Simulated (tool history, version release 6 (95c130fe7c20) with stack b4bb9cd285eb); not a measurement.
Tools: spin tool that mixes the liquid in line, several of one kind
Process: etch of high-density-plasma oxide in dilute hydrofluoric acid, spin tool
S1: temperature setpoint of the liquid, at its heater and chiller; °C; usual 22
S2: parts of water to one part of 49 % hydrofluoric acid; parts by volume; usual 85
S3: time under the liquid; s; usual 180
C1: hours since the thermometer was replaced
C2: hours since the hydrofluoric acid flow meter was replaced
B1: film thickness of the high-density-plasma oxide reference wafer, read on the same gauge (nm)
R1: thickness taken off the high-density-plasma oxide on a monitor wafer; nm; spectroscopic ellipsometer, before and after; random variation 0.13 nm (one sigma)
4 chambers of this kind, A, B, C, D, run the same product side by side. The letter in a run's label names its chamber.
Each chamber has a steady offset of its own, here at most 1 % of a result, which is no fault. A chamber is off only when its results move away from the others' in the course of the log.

run,day,S1,S2,S3,C1,C2,B1,R1
1B,0.346,22,85,180,1552.1,567.2,149.97,13.997
2A,0.508,22,85,180,1646,104.9,150.02,14.218
3D,0.825,22,85,180,746.6,1041.2,149.99,14.004
4C,1.05,22,85,180,984.2,1928.2,150.05,14.162
5C,1.208,22,85,180,988,1932,150.01,14.182
# day 1.229: chamber B: hydrofluoric acid flow meter replaced
6B,1.538,22,85,180,1580.7,7.5,149.99,14.161
7D,1.883,22,85,95,772,1066.6,150,7.4148
8A,2.108,22,85,95,1684.4,143.3,149.97,7.3806
9C,2.392,22,85,95,1016.4,1960.4,149.98,7.4089
10A,2.642,22,85,95,1697.2,156.1,150.02,7.4389
11D,2.808,22,85,180,794.2,1088.8,149.99,14.335
12B,3.1,22,85,180,1618.2,45,150,14.078
13A,3.362,22,85,180,1714.5,173.4,150.02,14.11
14B,3.608,22,85,180,1630.4,57.2,150,14.187
15C,3.879,22,110,180,1052.1,1996.1,149.98,10.735
16D,4.062,22,110,180,824.3,1118.9,149.98,10.614
17D,4.221,22,110,180,828.1,1122.7,150,10.589
18C,4.546,22,110,180,1068.1,2012.1,150,10.736
19B,4.767,18,100,180,1658.2,85,149.98,9.9901
20A,5,18,100,180,1753.8,212.7,150,9.8749
21C,5.183,18,100,180,1083.4,2027.4,149.99,10.061
22B,5.454,18,100,180,1674.7,101.5,149.96,10.107
23A,5.688,23.5,55,180,1770.3,229.2,150.03,24.374
24D,5.954,23.5,55,180,869.7,1164.3,149.98,24.5
25C,6.117,23.5,55,180,1105.8,2049.8,150.04,24.057
26D,6.421,23.5,55,180,880.9,1175.5,149.98,24.34
27A,6.775,22,85,180,1796.4,255.3,149.95,14.175
28B,6.958,22,85,180,1710.8,137.6,149.98,14.107
29C,7.129,19.5,120,180,1130.1,2074.1,150,8.7944

All 4 chambers run these settings next. Forecast each chamber's results:
30A,7.388,22,85,180,,,,?
30B,7.388,22,85,180,,,,?
30C,7.388,22,85,180,,,,?
30D,7.388,22,85,180,,,,?

run,R1
30A,14.271
30B,14.127
30C,14.139
30D,14.284
